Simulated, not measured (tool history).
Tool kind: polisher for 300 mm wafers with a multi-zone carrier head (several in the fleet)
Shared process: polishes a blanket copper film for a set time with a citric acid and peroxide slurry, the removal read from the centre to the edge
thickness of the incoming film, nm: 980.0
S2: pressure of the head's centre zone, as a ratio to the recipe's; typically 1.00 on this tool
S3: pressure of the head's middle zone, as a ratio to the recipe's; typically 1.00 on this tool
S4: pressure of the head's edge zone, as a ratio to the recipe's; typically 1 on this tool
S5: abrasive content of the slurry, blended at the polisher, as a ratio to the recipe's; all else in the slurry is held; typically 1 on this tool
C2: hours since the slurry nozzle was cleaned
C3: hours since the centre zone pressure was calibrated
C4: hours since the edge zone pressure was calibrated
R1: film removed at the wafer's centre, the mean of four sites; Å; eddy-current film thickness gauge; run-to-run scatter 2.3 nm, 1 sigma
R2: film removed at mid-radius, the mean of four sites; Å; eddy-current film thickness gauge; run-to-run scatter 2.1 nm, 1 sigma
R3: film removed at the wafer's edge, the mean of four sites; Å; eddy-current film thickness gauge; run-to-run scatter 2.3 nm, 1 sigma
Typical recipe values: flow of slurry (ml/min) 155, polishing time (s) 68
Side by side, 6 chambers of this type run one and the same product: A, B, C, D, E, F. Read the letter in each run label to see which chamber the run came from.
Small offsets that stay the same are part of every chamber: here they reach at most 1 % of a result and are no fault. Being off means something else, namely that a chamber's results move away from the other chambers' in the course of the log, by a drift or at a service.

Run 1E, hour 8.1: usual settings; wafers polished on this pad 292; C2 231.6; C3 468.0; C4 294.3. Result: R1 2049.0 Å, R2 2028.3 Å, R3 2023.9 Å.
At hour 8.5: chamber F: slurry nozzle cleaned.
At hour 11.3: chamber E: centre zone pressure recalibrated.
Run 2C, hour 21.2: usual settings; wafers polished on this pad 920; C2 363.4; C3 241.4; C4 260.5. Result: R1 2013.4 Å, R2 2076.6 Å, R3 2086.9 Å.
At hour 32.9: chamber C: worn pad replaced by a new one.
Run 3A, hour 33.5: usual settings; wafers polished on this pad 654; C2 413.5; C3 510.9; C4 518.1. Result: R1 2046.8 Å, R2 2045.2 Å, R3 2036.7 Å.
Run 4D, hour 41.2: usual settings; wafers polished on this pad 674; C2 492.5; C3 177.1; C4 1080.7. Result: R1 2068.0 Å, R2 2055.0 Å, R3 2073.9 Å.
Run 5B, hour 49.0: usual settings; wafers polished on this pad 637; C2 495.6; C3 149.1; C4 1160.6. Result: R1 2049.1 Å, R2 2059.1 Å, R3 2058.0 Å.
At hour 56.2: chamber A: worn pad replaced by a new one.
Run 6F, hour 61.6: usual settings; wafers polished on this pad 819; C2 53.2; C3 1120.7; C4 386.4. Result: R1 2048.1 Å, R2 2011.7 Å, R3 2049.3 Å.
At hour 68.9: chamber B: worn pad replaced by a new one.
At hour 69.9: chamber E: worn pad replaced by a new one.
At hour 70.3: chamber F: worn pad replaced by a new one.
Run 7D, hour 75.3: usual settings; wafers polished on this pad 1061; C2 526.6; C3 211.2; C4 1114.8. Result: R1 2057.9 Å, R2 2082.3 Å, R3 2042.0 Å.
At hour 76.3: chamber B: edge zone pressure recalibrated.
Run 8F, hour 90.4: usual settings; wafers polished on this pad 228; C2 82.0; C3 1149.5; C4 415.2. Result: R1 2028.8 Å, R2 2082.3 Å, R3 2069.3 Å.
At hour 103.9: chamber D: worn pad replaced by a new one.
Run 9A, hour 104.3: usual settings; wafers polished on this pad 547; C2 484.3; C3 581.7; C4 588.9. Result: R1 2055.0 Å, R2 2044.1 Å, R3 2109.3 Å.
At hour 110.1: chamber A: edge zone pressure recalibrated.
Run 10C, hour 118.6: usual settings; wafers polished on this pad 974; C2 460.8; C3 338.8; C4 357.9. Result: R1 2010.7 Å, R2 2043.5 Å, R3 2003.5 Å.
Run 11E, hour 126.5: usual settings but S2 0.92; wafers polished on this pad 643; C2 350.0; C3 115.2; C4 412.7. Result: R1 1871.9 Å, R2 1993.6 Å, R3 2054.7 Å.
At hour 134.0: chamber B: slurry nozzle cleaned.
Run 12B, hour 135.9: usual settings but S2 0.92; wafers polished on this pad 761; C2 2.0; C3 236.0; C4 59.6. Result: R1 1913.7 Å, R2 2046.0 Å, R3 1999.4 Å.
At hour 147.3: chamber A: worn pad replaced by a new one.
Run 13C, hour 148.6: usual settings but S2 0.92; wafers polished on this pad 1315; C2 490.8; C3 368.8; C4 387.9. Result: R1 1851.8 Å, R2 2075.0 Å, R3 2085.7 Å.
At hour 154.5: chamber C: worn pad replaced by a new one.
Run 14F, hour 158.1: usual settings but S2 0.92; wafers polished on this pad 997; C2 149.7; C3 1217.2; C4 482.9. Result: R1 1858.8 Å, R2 2069.3 Å, R3 2038.7 Å.
At hour 159.6: chamber B: worn pad replaced by a new one.
At hour 160.4: chamber F: worn pad replaced by a new one.
At hour 161.8: chamber E: worn pad replaced by a new one.
Run 15B, hour 174.0: usual settings but S2 0.92; wafers polished on this pad 164; C2 40.1; C3 274.1; C4 97.7. Result: R1 1863.1 Å, R2 2058.2 Å, R3 2082.6 Å.
At hour 177.4: chamber D: edge zone pressure recalibrated.
Run 16A, hour 187.6: usual settings but S2 0.92; wafers polished on this pad 458; C2 567.6; C3 665.0; C4 77.5. Result: R1 1864.2 Å, R2 2063.4 Å, R3 2005.4 Å.
Run 17D, hour 200.7: usual settings; wafers polished on this pad 1100; C2 652.0; C3 336.6; C4 23.3. Result: R1 2063.5 Å, R2 2047.6 Å, R3 2078.9 Å.
Run 18E, hour 213.4: usual settings; wafers polished on this pad 587; C2 436.9; C3 202.1; C4 499.6. Result: R1 2008.6 Å, R2 2051.5 Å, R3 2105.9 Å.
Run 19B, hour 223.3: usual settings; wafers polished on this pad 724; C2 89.4; C3 323.4; C4 147.0. Result: R1 2086.4 Å, R2 2023.5 Å, R3 2103.6 Å.
At hour 227.2: chamber A: worn pad replaced by a new one.
At hour 231.2: chamber E: slurry nozzle cleaned.
Run 20A, hour 234.3: usual settings; wafers polished on this pad 81; C2 614.3; C3 711.7; C4 124.2. Result: R1 2029.0 Å, R2 2067.8 Å, R3 2013.4 Å.
At hour 239.6: chamber D: worn pad replaced by a new one.
Run 21F, hour 247.4: usual settings; wafers polished on this pad 988; C2 239.0; C3 1306.5; C4 572.2. Result: R1 2058.8 Å, R2 2077.9 Å, R3 2083.0 Å.
At hour 248.2: chamber C: worn pad replaced by a new one.
At hour 254.7: chamber A: slurry nozzle cleaned.
At hour 259.8: chamber E: worn pad replaced by a new one.
At hour 260.7: chamber B: worn pad replaced by a new one.
Run 22E, hour 261.1: usual settings; wafers polished on this pad 14; C2 29.9; C3 249.8; C4 547.3. Result: R1 2032.3 Å, R2 2025.5 Å, R3 2031.2 Å.
At hour 266.0: chamber F: worn pad replaced by a new one.
Run 23D, hour 270.1: usual settings; wafers polished on this pad 347; C2 721.4; C3 406.0; C4 92.7. Result: R1 2081.9 Å, R2 2106.2 Å, R3 2050.9 Å.
At hour 277.1: chamber A: centre zone pressure recalibrated.
Run 24C, hour 285.5: usual settings but S3 0.92; wafers polished on this pad 424; C2 627.7; C3 505.7; C4 524.8. Result: R1 2063.7 Å, R2 1918.8 Å, R3 2016.0 Å.
Run 25D, hour 300.7: usual settings but S3 0.92; wafers polished on this pad 694; C2 752.0; C3 436.6; C4 123.3. Result: R1 2059.2 Å, R2 1885.7 Å, R3 2078.2 Å.
Run 26B, hour 313.5: usual settings but S3 0.92; wafers polished on this pad 600; C2 179.6; C3 413.6; C4 237.2. Result: R1 2061.6 Å, R2 1883.3 Å, R3 2060.6 Å.
At hour 318.9: chamber A: worn pad replaced by a new one.
Run 27E, hour 329.7: usual settings but S3 0.92; wafers polished on this pad 794; C2 98.5; C3 318.4; C4 615.9. Result: R1 2036.3 Å, R2 1890.2 Å, R3 2096.7 Å.
At hour 344.4: chamber C: centre zone pressure recalibrated.
Run 28C, hour 344.6: usual settings but S3 0.92; wafers polished on this pad 1095; C2 686.8; C3 0.3; C4 583.9. Result: R1 2016.6 Å, R2 1896.7 Å, R3 1984.2 Å.
At hour 348.0: chamber C: worn pad replaced by a new one.
At hour 351.4: chamber B: worn pad replaced by a new one.
At hour 351.6: chamber D: worn pad replaced by a new one.
At hour 355.6: chamber F: worn pad replaced by a new one.
At hour 355.7: chamber E: worn pad replaced by a new one.
Run 29F, hour 358.8: usual settings but S3 0.92; wafers polished on this pad 36; C2 350.4; C3 1417.9; C4 683.6. Result: R1 2069.8 Å, R2 1857.8 Å, R3 2044.8 Å.
At hour 368.8: chamber E: centre zone pressure recalibrated.
Run 30A, hour 369.2: usual settings but S2 0.96, polishing time (s) 80; wafers polished on this pad 571; C2 114.6; C3 92.1; C4 259.1. Result: R1 2083.1 Å, R2 2435.3 Å, R3 2368.8 Å.
Run 31E, hour 377.9: usual settings but S2 0.96, polishing time (s) 80; wafers polished on this pad 253; C2 146.7; C3 9.2; C4 664.1. Result: R1 2310.7 Å, R2 2429.5 Å, R3 2447.8 Å.
Run 32A, hour 385.2: usual settings but S2 0.96, polishing time (s) 80; wafers polished on this pad 753; C2 130.6; C3 108.1; C4 275.1. Result: R1 2050.6 Å, R2 2369.9 Å, R3 2389.9 Å.
Run 33F, hour 400.2: usual settings but S2 0.96, polishing time (s) 80; wafers polished on this pad 506; C2 391.8; C3 1459.3; C4 725.0. Result: R1 2298.0 Å, R2 2423.3 Å, R3 2418.2 Å.
Run 34B, hour 414.2: usual settings but S2 0.96, polishing time (s) 80; wafers polished on this pad 713; C2 280.3; C3 514.3; C4 337.9. Result: R1 2342.5 Å, R2 2434.8 Å, R3 2441.3 Å.
Run 35C, hour 428.7: usual settings but S2 0.96, polishing time (s) 80; wafers polished on this pad 916; C2 770.9; C3 84.4; C4 668.0. Result: R1 2273.8 Å, R2 2397.8 Å, R3 2407.6 Å.
Run 36D, hour 439.9: usual settings; wafers polished on this pad 1003; C2 891.2; C3 575.8; C4 262.5. Result: R1 2008.2 Å, R2 2110.5 Å, R3 2036.3 Å.

One chamber off, gauge drift, or nothing amiss beyond the chambers' own small offsets? If it is a chamber, which one, and what is the likeliest cause?

After it was serviced, chamber A no longer matches the other chambers.
Likeliest cause: centre zone's pressure below its setpoint, % = 10.6.

Below are 4 candidate recipes for chamber A's next run, each the usual settings with a change, their results shown as question marks. Which of them brings A's results back in line with what the other chambers give on the usual settings?
To be in line, a result may differ from the other chambers' mean on the usual settings by at most: R1 80.0 Å; R2 72.0 Å; R3 80.0 Å
Run 37A-1, hour 451.5: usual settings but flow of slurry (ml/min) 160, S2 1.09, S3 0.97, S4 0.97, polishing time (s) 69. Result: R1 ?, R2 ?, R3 ?.
Run 37A-2, hour 451.5: usual settings but flow of slurry (ml/min) 150, S2 0.91, S3 1.03, S4 1.03, polishing time (s) 67. Result: R1 ?, R2 ?, R3 ?.
Run 37A-3, hour 451.5: usual settings but S2 0.97, S3 1.01, S4 1.01. Result: R1 ?, R2 ?, R3 ?.
Run 37A-4, hour 451.5: usual settings but S2 1.03, S3 0.99, S4 0.99. Result: R1 ?, R2 ?, R3 ?.

Usual-settings mean across the other chambers: R1 2046.8 Å; R2 2044.6 Å; R3 2051.2 Å
  run      R1      R2      R3
37A-1  2046.1  2032.9  2035.3
37A-2  1600.6  2064.3  2021.2
37A-3  1758.4  2069.4  2039.5
37A-4  1880.9  2030.6  2018.5
The right change is 37A-1: it brings the chamber back within the allowed miss of the others.
